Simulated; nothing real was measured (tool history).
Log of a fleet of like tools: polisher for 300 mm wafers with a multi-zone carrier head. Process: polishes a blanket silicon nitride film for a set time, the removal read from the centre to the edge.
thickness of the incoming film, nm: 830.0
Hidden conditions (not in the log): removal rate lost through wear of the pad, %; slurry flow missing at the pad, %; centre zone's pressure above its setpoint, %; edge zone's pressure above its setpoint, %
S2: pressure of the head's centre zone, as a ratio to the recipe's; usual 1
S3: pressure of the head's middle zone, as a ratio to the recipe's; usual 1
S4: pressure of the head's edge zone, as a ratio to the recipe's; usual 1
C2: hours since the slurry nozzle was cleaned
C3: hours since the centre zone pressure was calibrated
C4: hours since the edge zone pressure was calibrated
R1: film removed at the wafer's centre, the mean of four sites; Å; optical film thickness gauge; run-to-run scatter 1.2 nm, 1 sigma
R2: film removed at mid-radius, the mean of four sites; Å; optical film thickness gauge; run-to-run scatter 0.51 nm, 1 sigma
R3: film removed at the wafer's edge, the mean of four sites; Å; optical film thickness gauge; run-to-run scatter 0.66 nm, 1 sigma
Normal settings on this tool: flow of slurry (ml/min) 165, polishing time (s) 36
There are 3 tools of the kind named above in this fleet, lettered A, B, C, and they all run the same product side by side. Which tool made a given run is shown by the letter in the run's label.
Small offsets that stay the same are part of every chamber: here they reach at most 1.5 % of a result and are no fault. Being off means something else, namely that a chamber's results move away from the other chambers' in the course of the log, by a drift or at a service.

-- hour=1.9 chamber A: edge zone pressure recalibrated
run 1B hour=4.9 | flow_of_slurry_(ml/min)=165 S2=1 S3=1 S4=1 polishing_time_(s)=36 | wafers_polished_on_this_pad=991 C2=649 C3=90.6 C4=238.3 | R1=822.57 R2=826.54 R3=836.47
run 2C hour=10.1 | flow_of_slurry_(ml/min)=165 S2=1 S3=1 S4=1 polishing_time_(s)=36 | wafers_polished_on_this_pad=349 C2=57.7 C3=129.3 C4=271.1 | R1=810.94 R2=838.67 R3=834.63
run 3A hour=14.6 | flow_of_slurry_(ml/min)=165 S2=1 S3=1 S4=1 polishing_time_(s)=36 | wafers_polished_on_this_pad=540 C2=201.8 C3=43 C4=12.7 | R1=844.59 R2=842.49 R3=819.04
-- hour=19.2 chamber B: worn pad replaced by a new one
run 4C hour=19.8 | flow_of_slurry_(ml/min)=165 S2=1 S3=1 S4=1 polishing_time_(s)=36 | wafers_polished_on_this_pad=421 C2=67.4 C3=139 C4=280.8 | R1=841.39 R2=836.48 R3=834.23
run 5B hour=24 | flow_of_slurry_(ml/min)=165 S2=1 S3=1 S4=1 polishing_time_(s)=36 | wafers_polished_on_this_pad=35 C2=668.1 C3=109.7 C4=257.4 | R1=821.39 R2=832.27 R3=821.15
run 6A hour=26.5 | flow_of_slurry_(ml/min)=165 S2=1 S3=1 S4=1 polishing_time_(s)=36 | wafers_polished_on_this_pad=629 C2=213.7 C3=54.9 C4=24.6 | R1=849.74 R2=831.06 R3=837.65
run 7C hour=31.7 | flow_of_slurry_(ml/min)=115 S2=1 S3=1 S4=0.96 polishing_time_(s)=36 | wafers_polished_on_this_pad=510 C2=79.3 C3=150.9 C4=292.7 | R1=768.74 R2=778.63 R3=770.69
run 8B hour=36.3 | flow_of_slurry_(ml/min)=115 S2=1 S3=1 S4=0.96 polishing_time_(s)=36 | wafers_polished_on_this_pad=127 C2=680.4 C3=122 C4=269.7 | R1=756.91 R2=778.19 R3=763.57
-- hour=40.5 chamber B: slurry nozzle cleaned
-- hour=41.7 chamber A: worn pad replaced by a new one
run 9A hour=42.2 | flow_of_slurry_(ml/min)=115 S2=1 S3=1 S4=0.96 polishing_time_(s)=36 | wafers_polished_on_this_pad=4 C2=229.4 C3=70.6 C4=40.3 | R1=781.31 R2=764.84 R3=780.71
-- hour=46.2 chamber C: worn pad replaced by a new one
run 10A hour=47.8 | flow_of_slurry_(ml/min)=165 S2=1 S3=1 S4=1 polishing_time_(s)=36 | wafers_polished_on_this_pad=45 C2=235 C3=76.2 C4=45.9 | R1=850.52 R2=826.96 R3=833.35
run 11C hour=50.6 | flow_of_slurry_(ml/min)=165 S2=1 S3=1 S4=1 polishing_time_(s)=36 | wafers_polished_on_this_pad=32 C2=98.2 C3=169.8 C4=311.6 | R1=824.55 R2=824.1 R3=835
run 12B hour=53.2 | flow_of_slurry_(ml/min)=165 S2=1 S3=1 S4=1 polishing_time_(s)=28 | wafers_polished_on_this_pad=253 C2=12.8 C3=138.9 C4=286.6 | R1=641.39 R2=645.89 R3=643.13
run 13C hour=57 | flow_of_slurry_(ml/min)=165 S2=1 S3=1 S4=1 polishing_time_(s)=28 | wafers_polished_on_this_pad=80 C2=104.6 C3=176.2 C4=318 | R1=665.16 R2=649.67 R3=658.31
run 14A hour=62.4 | flow_of_slurry_(ml/min)=165 S2=1 S3=1 S4=1 polishing_time_(s)=28 | wafers_polished_on_this_pad=154 C2=249.6 C3=90.8 C4=60.5 | R1=674.64 R2=652.52 R3=648.1
run 15B hour=67 | flow_of_slurry_(ml/min)=165 S2=1 S3=1 S4=1 polishing_time_(s)=36 | wafers_polished_on_this_pad=356 C2=26.6 C3=152.7 C4=300.4 | R1=810.45 R2=832.18 R3=835.82
run 16C hour=69.8 | flow_of_slurry_(ml/min)=165 S2=1 S3=1 S4=1 polishing_time_(s)=36 | wafers_polished_on_this_pad=176 C2=117.4 C3=189 C4=330.8 | R1=853.34 R2=834.49 R3=838.41
-- hour=73.8 chamber A: slurry nozzle cleaned
run 17A hour=75.4 | flow_of_slurry_(ml/min)=165 S2=1 S3=1 S4=1 polishing_time_(s)=36 | wafers_polished_on_this_pad=251 C2=1.7 C3=103.8 C4=73.5 | R1=825.01 R2=830.66 R3=826.52
run 18B hour=80.1 | flow_of_slurry_(ml/min)=165 S2=1 S3=1 S4=1 polishing_time_(s)=36 | wafers_polished_on_this_pad=454 C2=39.7 C3=165.8 C4=313.5 | R1=844.7 R2=824.25 R3=836.32
run 19A hour=85.7 | flow_of_slurry_(ml/min)=165 S2=1 S3=1 S4=1 polishing_time_(s)=36 | wafers_polished_on_this_pad=328 C2=12 C3=114.1 C4=83.8 | R1=841.56 R2=831.75 R3=831.17
run 20B hour=89.6 | flow_of_slurry_(ml/min)=165 S2=1 S3=1 S4=1 polishing_time_(s)=42 | wafers_polished_on_this_pad=525 C2=49.2 C3=175.3 C4=323 | R1=955.06 R2=960.48 R3=952.94
run 21C hour=93.5 | flow_of_slurry_(ml/min)=165 S2=1 S3=1 S4=1 polishing_time_(s)=42 | wafers_polished_on_this_pad=352 C2=141.1 C3=212.7 C4=354.5 | R1=970.72 R2=971.87 R3=970.8
run 22C hour=98.3 | flow_of_slurry_(ml/min)=165 S2=1 S3=1 S4=1 polishing_time_(s)=42 | wafers_polished_on_this_pad=388 C2=145.9 C3=217.5 C4=359.3 | R1=970.53 R2=975.78 R3=967.87
run 23A hour=102.7 | flow_of_slurry_(ml/min)=165 S2=1 S3=1 S4=1 polishing_time_(s)=36 | wafers_polished_on_this_pad=455 C2=29 C3=131.1 C4=100.8 | R1=845.49 R2=845.78 R3=831.84
run 24B hour=107.6 | flow_of_slurry_(ml/min)=165 S2=0.93 S3=1.07 S4=1 polishing_time_(s)=36 | wafers_polished_on_this_pad=659 C2=67.2 C3=193.3 C4=341 | R1=752.4 R2=890.7 R3=831.19
run 25C hour=111.5 | flow_of_slurry_(ml/min)=165 S2=0.93 S3=1.07 S4=1 polishing_time_(s)=36 | wafers_polished_on_this_pad=486 C2=159.1 C3=230.7 C4=372.5 | R1=777.7 R2=894.1 R3=843.72
-- hour=112.7 chamber C: worn pad replaced by a new one
run 26B hour=115.7 | flow_of_slurry_(ml/min)=165 S2=0.93 S3=1.07 S4=1 polishing_time_(s)=36 | wafers_polished_on_this_pad=719 C2=75.3 C3=201.4 C4=349.1 | R1=783.73 R2=893.25 R3=832.96
run 27A hour=119.7 | flow_of_slurry_(ml/min)=165 S2=1 S3=1 S4=1 polishing_time_(s)=36 | wafers_polished_on_this_pad=581 C2=46 C3=148.1 C4=117.8 | R1=842.96 R2=833.07 R3=832.23
run 28C hour=124.7 | flow_of_slurry_(ml/min)=165 S2=1 S3=1 S4=1 polishing_time_(s)=36 | wafers_polished_on_this_pad=90 C2=172.3 C3=243.9 C4=385.7 | R1=843.49 R2=828.86 R3=844.84
run 29A hour=130.5 | flow_of_slurry_(ml/min)=165 S2=1 S3=1 S4=1 polishing_time_(s)=36 | wafers_polished_on_this_pad=662 C2=56.8 C3=158.9 C4=128.6 | R1=849.73 R2=833.21 R3=842.53
-- hour=133.4 chamber A: worn pad replaced by a new one
run 30B hour=134.2 | flow_of_slurry_(ml/min)=165 S2=1 S3=1.04 S4=0.94 polishing_time_(s)=36 | wafers_polished_on_this_pad=857 C2=93.8 C3=219.9 C4=367.6 | R1=823.22 R2=857.56 R3=801.57
run 31C hour=138.7 | flow_of_slurry_(ml/min)=165 S2=1 S3=1.04 S4=0.94 polishing_time_(s)=36 | wafers_polished_on_this_pad=194 C2=186.3 C3=257.9 C4=399.7 | R1=818.92 R2=870.29 R3=816.51
run 32A hour=142.5 | flow_of_slurry_(ml/min)=165 S2=1 S3=1.04 S4=0.94 polishing_time_(s)=36 | wafers_polished_on_this_pad=68 C2=68.8 C3=170.9 C4=140.6 | R1=835.24 R2=861.34 R3=809.34
run 33B hour=148.3 | flow_of_slurry_(ml/min)=165 S2=1 S3=1 S4=1 polishing_time_(s)=36 | wafers_polished_on_this_pad=962 C2=107.9 C3=234 C4=381.7 | R1=843.3 R2=825.15 R3=821.29
run 34B hour=152 | flow_of_slurry_(ml/min)=165 S2=1 S3=1 S4=1 polishing_time_(s)=36 | wafers_polished_on_this_pad=990 C2=111.6 C3=237.7 C4=385.4 | R1=826.37 R2=834.38 R3=821.47
run 35A hour=156.9 | flow_of_slurry_(ml/min)=165 S2=1 S3=1 S4=1 polishing_time_(s)=36 | wafers_polished_on_this_pad=175 C2=83.2 C3=185.3 C4=155 | R1=869.65 R2=837.01 R3=844.42
run 36C hour=162.4 | flow_of_slurry_(ml/min)=165 S2=1 S3=1 S4=1 polishing_time_(s)=36 | wafers_polished_on_this_pad=371 C2=210 C3=281.6 C4=423.4 | R1=847.65 R2=841.62 R3=848.01
run 37B hour=166.1 | flow_of_slurry_(ml/min)=165 S2=1 S3=1 S4=1 polishing_time_(s)=36 | wafers_polished_on_this_pad=1095 C2=125.7 C3=251.8 C4=399.5 | R1=836.31 R2=829.64 R3=814.99
run 38A hour=170.6 | flow_of_slurry_(ml/min)=165 S2=1 S3=1 S4=1 polishing_time_(s)=42 | wafers_polished_on_this_pad=277 C2=96.9 C3=199 C4=168.7 | R1=976.17 R2=977.36 R3=974.1
-- hour=175.4 chamber C: slurry nozzle cleaned
run 39C hour=175.5 | flow_of_slurry_(ml/min)=165 S2=1 S3=1 S4=1 polishing_time_(s)=42 | wafers_polished_on_this_pad=468 C2=0.1 C3=294.7 C4=436.5 | R1=990.23 R2=982.74 R3=980.33

Has any chamber moved away from the others, gradually or after a service, or does the common gauge drift, or do the chambers differ only by their own small steady offsets? State the chamber and the most likely cause if one applies.

All chambers stay in line apart from their small fixed offsets, and the gauge does not drift.

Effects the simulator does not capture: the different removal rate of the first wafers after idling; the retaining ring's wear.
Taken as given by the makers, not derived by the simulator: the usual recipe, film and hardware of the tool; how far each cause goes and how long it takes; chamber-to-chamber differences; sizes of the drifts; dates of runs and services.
